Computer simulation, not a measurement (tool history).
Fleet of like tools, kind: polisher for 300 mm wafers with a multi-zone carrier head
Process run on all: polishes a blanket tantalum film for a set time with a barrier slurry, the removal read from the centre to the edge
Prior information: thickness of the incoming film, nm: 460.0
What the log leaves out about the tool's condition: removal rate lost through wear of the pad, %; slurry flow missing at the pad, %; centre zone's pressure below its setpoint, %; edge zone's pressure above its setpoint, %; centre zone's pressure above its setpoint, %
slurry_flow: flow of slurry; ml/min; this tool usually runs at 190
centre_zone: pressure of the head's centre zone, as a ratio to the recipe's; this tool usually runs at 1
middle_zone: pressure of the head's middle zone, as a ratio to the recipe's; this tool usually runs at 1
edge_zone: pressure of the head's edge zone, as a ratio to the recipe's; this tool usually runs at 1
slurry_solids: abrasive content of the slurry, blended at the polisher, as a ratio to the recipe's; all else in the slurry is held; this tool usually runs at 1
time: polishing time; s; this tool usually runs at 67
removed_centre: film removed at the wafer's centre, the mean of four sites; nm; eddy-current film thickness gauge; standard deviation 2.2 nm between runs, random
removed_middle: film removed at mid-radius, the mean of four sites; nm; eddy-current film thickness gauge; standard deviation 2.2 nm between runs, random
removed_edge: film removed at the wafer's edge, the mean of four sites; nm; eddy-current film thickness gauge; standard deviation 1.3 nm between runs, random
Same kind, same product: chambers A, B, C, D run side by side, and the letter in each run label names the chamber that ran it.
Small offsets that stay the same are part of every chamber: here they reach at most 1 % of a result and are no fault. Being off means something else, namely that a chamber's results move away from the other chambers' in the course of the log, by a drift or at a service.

run	hour	slurry_flow	centre_zone	middle_zone	edge_zone	slurry_solids	time	wafers polished on this pad	hours since the slurry nozzle was cleaned	hours since the centre zone pressure was calibrated	hours since the edge zone pressure was calibrated	removed_centre	removed_middle	removed_edge
1C	5.8	190	1	1	1	1	67	703	84.3	55.9	35.9	151.65	152.08	150.33
2B	12.3	190	1	1	1	1	67	998	608.7	144.4	862.6	152.71	149.6	151.73
3A	18.6	190	1	1	1	1	67	265	611.6	1042.3	1254.3	155.27	153.06	151.44
4D	23.7	190	1	1	1	1	67	678	52.1	561.2	309.3	150.81	154.01	150.69
# hour 24.3: chamber B: worn pad replaced by a new one
5C	30.6	190	1	1.11	1	0.85	67	1037	109.1	80.7	60.7	141.98	158.76	142.8
# hour 35.7: chamber D: worn pad replaced by a new one
6A	36.4	190	1	1.11	1	0.85	67	505	629.4	1060.1	1272.1	141.55	152.8	145.29
7B	40.7	190	1	1.11	1	0.85	67	221	637.1	172.8	891	143.35	161.75	144
8D	47.5	190	1	1.11	1	0.85	67	159	75.9	585	333.1	144.27	160.74	146.41
# hour 52.7: chamber D: centre zone pressure recalibrated
9D	56.6	190	1	1	1	1	67	282	85	4	342.2	150.48	152.98	152.22
# hour 57.7: chamber C: worn pad replaced by a new one
10C	64	190	1	1	1	1	67	85	142.5	114.1	94.1	146.6	153.96	148.66
11A	70	190	1	1	1	1	67	958	663	1093.7	1305.7	151.23	150.76	151.58
12B	74.8	190	1	1	1	1	67	680	671.2	206.9	925.1	150.01	153.51	149.56
# hour 76.9: chamber A: worn pad replaced by a new one
13C	82.5	190	1	1	1	1	67	334	161	132.6	112.6	149.84	156.11	151.09
14D	86.9	190	1	1	1	1	67	690	115.3	34.3	372.5	151.23	150.44	151.92
# hour 90.6: chamber D: worn pad replaced by a new one
15B	91.9	190	1	1	1	1	67	911	688.3	224	942.2	148.16	149.31	153.67
# hour 97.5: chamber B: worn pad replaced by a new one
# hour 101.1: chamber A: edge zone pressure recalibrated
16A	101.2	190	1	1	1.05	1.3	67	328	694.2	1124.9	0.2	166.16	159.43	165.07
17A	109.5	190	1	1	1.05	1.3	67	440	702.5	1133.2	8.5	164.62	161.08	167.17
18B	113.6	190	1	1	1.05	1.3	67	216	710	245.7	963.9	161.24	164.21	167.61
19D	121	190	1	1	1.05	1.3	67	410	149.4	68.4	406.6	164.07	161.41	165.39
# hour 126.5: chamber D: edge zone pressure recalibrated
20C	126.5	190	1	1	1	1	67	927	205	176.6	156.6	148.93	152.53	149.5
21C	132.5	190	1	1	1	1	67	1008	211	182.6	162.6	154.02	154.38	153.14
22D	137.8	190	1	1	1	1.25	67	636	166.2	85.2	11.3	161.7	160.74	160.98
23A	146.4	190	1	1	1	1.25	67	937	739.4	1170.1	45.4	159.67	157.17	161.96
24B	152.5	190	1	1	1	1.25	67	741	748.9	284.6	1002.8	157.99	157.88	161.43
25C	158.4	190	1	1	1	1.25	67	1357	236.9	208.5	188.5	157.98	163.15	160.36
# hour 159.7: chamber D: worn pad replaced by a new one
# hour 160.4: chamber C: worn pad replaced by a new one
# hour 166.8: chamber A: worn pad replaced by a new one
26B	167.2	190	1	1	1	1	67	939	763.6	299.3	1017.5	153.59	150.74	153.42
27A	176.1	190	1	1	1	1	67	126	769.1	1199.8	75.1	150.23	150.87	151.36
# hour 180.3: chamber B: worn pad replaced by a new one
28D	180.9	190	1	1	1	1	67	286	209.3	128.3	54.4	149.13	153.31	150.81
29D	189.7	190	1	1	1	1	67	405	218.1	137.1	63.2	149.19	149.44	148.75
30A	195.8	190	1	1	1	1	67	391	788.8	1219.5	94.8	150.12	151.71	153.09
# hour 198.4: chamber A: centre zone pressure recalibrated
31C	202.2	190	1	1	1	1	67	564	280.7	252.3	232.3	152.16	151.81	151.95
32B	209.5	190	1	1	1	1	67	394	805.9	341.6	1059.8	153.38	150.92	150.79
33A	216.8	190	1	0.89	1.1	1	67	674	809.8	18.4	115.8	152.41	136.34	160.36
34C	221.9	190	1	0.89	1.1	1	67	829	300.4	272	252	156.03	140.77	159.01
# hour 224: chamber D: worn pad replaced by a new one
35D	226.1	190	1	0.89	1.1	1	67	28	254.5	173.5	99.6	148.55	135.74	158.94
36B	231.2	190	1	0.89	1.1	1	67	686	827.6	363.3	1081.5	152.72	136.1	160.38
37C	236.7	190	1	1	1	1	67	1029	315.2	286.8	266.8	151.75	155.39	149.22
# hour 241.9: chamber D: slurry nozzle cleaned
38B	245.8	190	1	1	1	1	67	883	842.2	377.9	1096.1	152.78	151.12	148.42
39D	253.1	190	1	1	1	1	67	392	11.3	200.5	126.6	148.71	148.39	153.19
# hour 258.8: chamber A: worn pad replaced by a new one
40A	262.2	190	0.95	1	1	1.1	67	47	855.2	63.8	161.2	147.43	157.27	157.46

All chambers now run identical settings, listed one chamber a line with results as question marks. What results will each chamber show?
41A	268.9	190	1	1	1	1	67					?	?	?
41B	268.9	190	1	1	1	1	67					?	?	?
41C	268.9	190	1	1	1	1	67					?	?	?
41D	268.9	190	1	1	1	1	67					?	?	?

run	removed_centre	removed_middle	removed_edge
41A	153.31	150.83	153.36
41B	154.66	149.93	152.23
41C	152.9	149.45	152.5
41D	154.41	149.36	151.08
